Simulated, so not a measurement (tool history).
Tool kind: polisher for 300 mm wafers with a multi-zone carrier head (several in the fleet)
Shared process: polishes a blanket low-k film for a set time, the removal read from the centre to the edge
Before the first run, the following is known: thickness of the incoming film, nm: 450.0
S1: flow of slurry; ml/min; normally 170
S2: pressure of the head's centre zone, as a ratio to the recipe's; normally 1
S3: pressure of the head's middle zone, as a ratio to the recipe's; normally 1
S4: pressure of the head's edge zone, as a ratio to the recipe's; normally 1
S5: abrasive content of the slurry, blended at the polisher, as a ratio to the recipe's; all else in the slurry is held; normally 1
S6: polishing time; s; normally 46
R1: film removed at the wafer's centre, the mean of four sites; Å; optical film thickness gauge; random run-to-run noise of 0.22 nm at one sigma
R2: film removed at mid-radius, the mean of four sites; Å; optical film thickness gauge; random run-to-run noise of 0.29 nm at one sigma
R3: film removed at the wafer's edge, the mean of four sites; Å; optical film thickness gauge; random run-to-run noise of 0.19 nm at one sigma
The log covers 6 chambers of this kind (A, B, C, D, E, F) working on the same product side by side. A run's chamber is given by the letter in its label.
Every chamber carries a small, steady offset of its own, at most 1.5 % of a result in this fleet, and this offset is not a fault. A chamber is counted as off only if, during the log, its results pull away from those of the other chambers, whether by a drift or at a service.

| run | hour | S1 | S2 | S3 | S4 | S5 | S6 | R1 | R2 | R3 |
|---|---|---|---|---|---|---|---|---|---|---|
| 1A | 3 | 170 | 1 | 1 | 1 | 1 | 46 | 208.64 | 204.04 | 210.59 |
|  | 3.8 | chamber C: worn pad replaced by a new one |
| 2D | 7 | 170 | 1 | 1 | 1 | 1 | 46 | 208.32 | 205.21 | 206.47 |
|  | 8.5 | chamber A: worn pad replaced by a new one |
| 3F | 9.6 | 170 | 1 | 1 | 1 | 1 | 46 | 209.4 | 211.28 | 210.27 |
| 4B | 14.1 | 170 | 1 | 1 | 1 | 1 | 46 | 209.76 | 214.89 | 209.29 |
|  | 17.3 | chamber F: worn pad replaced by a new one |
| 5C | 17.9 | 170 | 1 | 1 | 1 | 1 | 46 | 205.81 | 204.86 | 210.43 |
|  | 19 | chamber E: worn pad replaced by a new one |
| 6E | 20.3 | 170 | 1 | 1 | 1 | 1 | 46 | 207.82 | 205.2 | 212.08 |
| 7E | 24 | 170 | 0.96 | 1 | 1 | 1 | 46 | 201.88 | 206.65 | 210.23 |
| 8D | 26.2 | 170 | 0.96 | 1 | 1 | 1 | 46 | 200.4 | 204.23 | 204.54 |
| 9F | 29 | 170 | 0.96 | 1 | 1 | 1 | 46 | 196.86 | 203.15 | 207.85 |
| 10C | 33.5 | 170 | 0.96 | 1 | 1 | 1 | 46 | 196.14 | 203.92 | 209.42 |
| 11A | 37.1 | 170 | 0.96 | 1 | 1 | 1 | 46 | 197.78 | 206.62 | 209.51 |
| 12B | 40.9 | 170 | 0.96 | 1 | 1 | 1 | 46 | 194.79 | 211.72 | 210.11 |
| 13F | 44.3 | 170 | 1 | 1 | 1 | 1 | 46 | 205.96 | 202.42 | 211.28 |
| 14D | 47.5 | 170 | 1 | 1 | 1 | 1 | 46 | 207.07 | 206.15 | 205.53 |
|  | 47.6 | chamber C: worn pad replaced by a new one |
|  | 49.4 | chamber D: worn pad replaced by a new one |
| 15C | 51.7 | 170 | 1 | 1 | 1 | 1 | 46 | 209.86 | 209.17 | 209.96 |
| 16E | 55.9 | 170 | 1 | 1 | 1 | 1 | 46 | 209.47 | 210.44 | 209 |
| 17A | 58.5 | 170 | 1 | 1 | 1 | 1 | 46 | 207.9 | 207.22 | 210.34 |
| 18B | 60.9 | 170 | 1 | 1 | 1 | 1 | 46 | 206.27 | 211.78 | 209.1 |
|  | 61.7 | chamber A: centre zone pressure recalibrated |
| 19D | 64.8 | 170 | 1 | 1 | 1 | 1 | 46 | 209.66 | 209.2 | 209.6 |
| 20B | 69.2 | 170 | 0.89 | 0.95 | 1 | 1 | 46 | 184.68 | 203.15 | 209.27 |
| 21C | 71.9 | 170 | 0.89 | 0.95 | 1 | 1 | 46 | 182.52 | 196.99 | 211.39 |
|  | 72.7 | chamber B: worn pad replaced by a new one |
|  | 75 | chamber E: worn pad replaced by a new one |
| 22E | 76 | 170 | 0.89 | 0.95 | 1 | 1 | 46 | 182.77 | 197.41 | 208.61 |
|  | 77.6 | chamber C: centre zone pressure recalibrated |
| 23F | 79.9 | 170 | 0.89 | 0.95 | 1 | 1 | 46 | 180.74 | 196.17 | 209 |
|  | 80.1 | chamber A: worn pad replaced by a new one |
| 24A | 83.9 | 170 | 0.89 | 0.95 | 1 | 1 | 46 | 184.54 | 197.1 | 210.69 |
| 25A | 86.3 | 170 | 0.89 | 0.95 | 1 | 1 | 46 | 180.26 | 197.23 | 209.6 |
| 26C | 88.6 | 170 | 1 | 1 | 1 | 1 | 46 | 232.33 | 204.15 | 206.49 |
| 27F | 90.6 | 170 | 0.89 | 1 | 1 | 1 | 46 | 179.46 | 209.63 | 206.11 |
|  | 90.9 | chamber F: worn pad replaced by a new one |
| 28D | 94.9 | 170 | 0.89 | 1 | 1 | 1 | 46 | 185.96 | 208.58 | 207.52 |
|  | 96.2 | chamber C: worn pad replaced by a new one |
| 29E | 98 | 170 | 0.89 | 1 | 1 | 1 | 46 | 184.52 | 205.74 | 207.24 |
| 30B | 100.3 | 170 | 0.89 | 1 | 1 | 1 | 46 | 184.07 | 210.28 | 208.27 |
| 31B | 104.7 | 170 | 0.89 | 1 | 1 | 1 | 46 | 184.44 | 210.03 | 210.35 |
| 32A | 108.2 | 170 | 0.89 | 1 | 1 | 1 | 46 | 179.02 | 206.48 | 209.2 |
| 33D | 110.3 | 170 | 1 | 1 | 1.11 | 1 | 46 | 206.07 | 210.36 | 215.37 |
| 34F | 113.4 | 170 | 1 | 1 | 1.11 | 1 | 46 | 205.89 | 212.51 | 218.81 |
| 35C | 117.2 | 170 | 1 | 1 | 1.11 | 1 | 46 | 228.69 | 206.12 | 220.46 |
| 36E | 120.8 | 170 | 1 | 1 | 1.11 | 1 | 46 | 205.54 | 202.05 | 219.44 |

All 6 chambers run these settings next. Forecast each chamber's results:
| 37A | 124 | 170 | 1 | 1 | 1 | 1 | 46 | ? | ? | ? |
| 37B | 124 | 170 | 1 | 1 | 1 | 1 | 46 | ? | ? | ? |
| 37C | 124 | 170 | 1 | 1 | 1 | 1 | 46 | ? | ? | ? |
| 37D | 124 | 170 | 1 | 1 | 1 | 1 | 46 | ? | ? | ? |
| 37E | 124 | 170 | 1 | 1 | 1 | 1 | 46 | ? | ? | ? |
| 37F | 124 | 170 | 1 | 1 | 1 | 1 | 46 | ? | ? | ? |

| run | R1 | R2 | R3 |
|---|---|---|---|
| 37A | 211.06 | 203.59 | 209.09 |
| 37B | 208.99 | 213.7 | 209.7 |
| 37C | 228.99 | 203.29 | 206.76 |
| 37D | 207.33 | 208.71 | 205.84 |
| 37E | 208.95 | 210.39 | 211.4 |
| 37F | 208.1 | 203.5 | 212.53 |
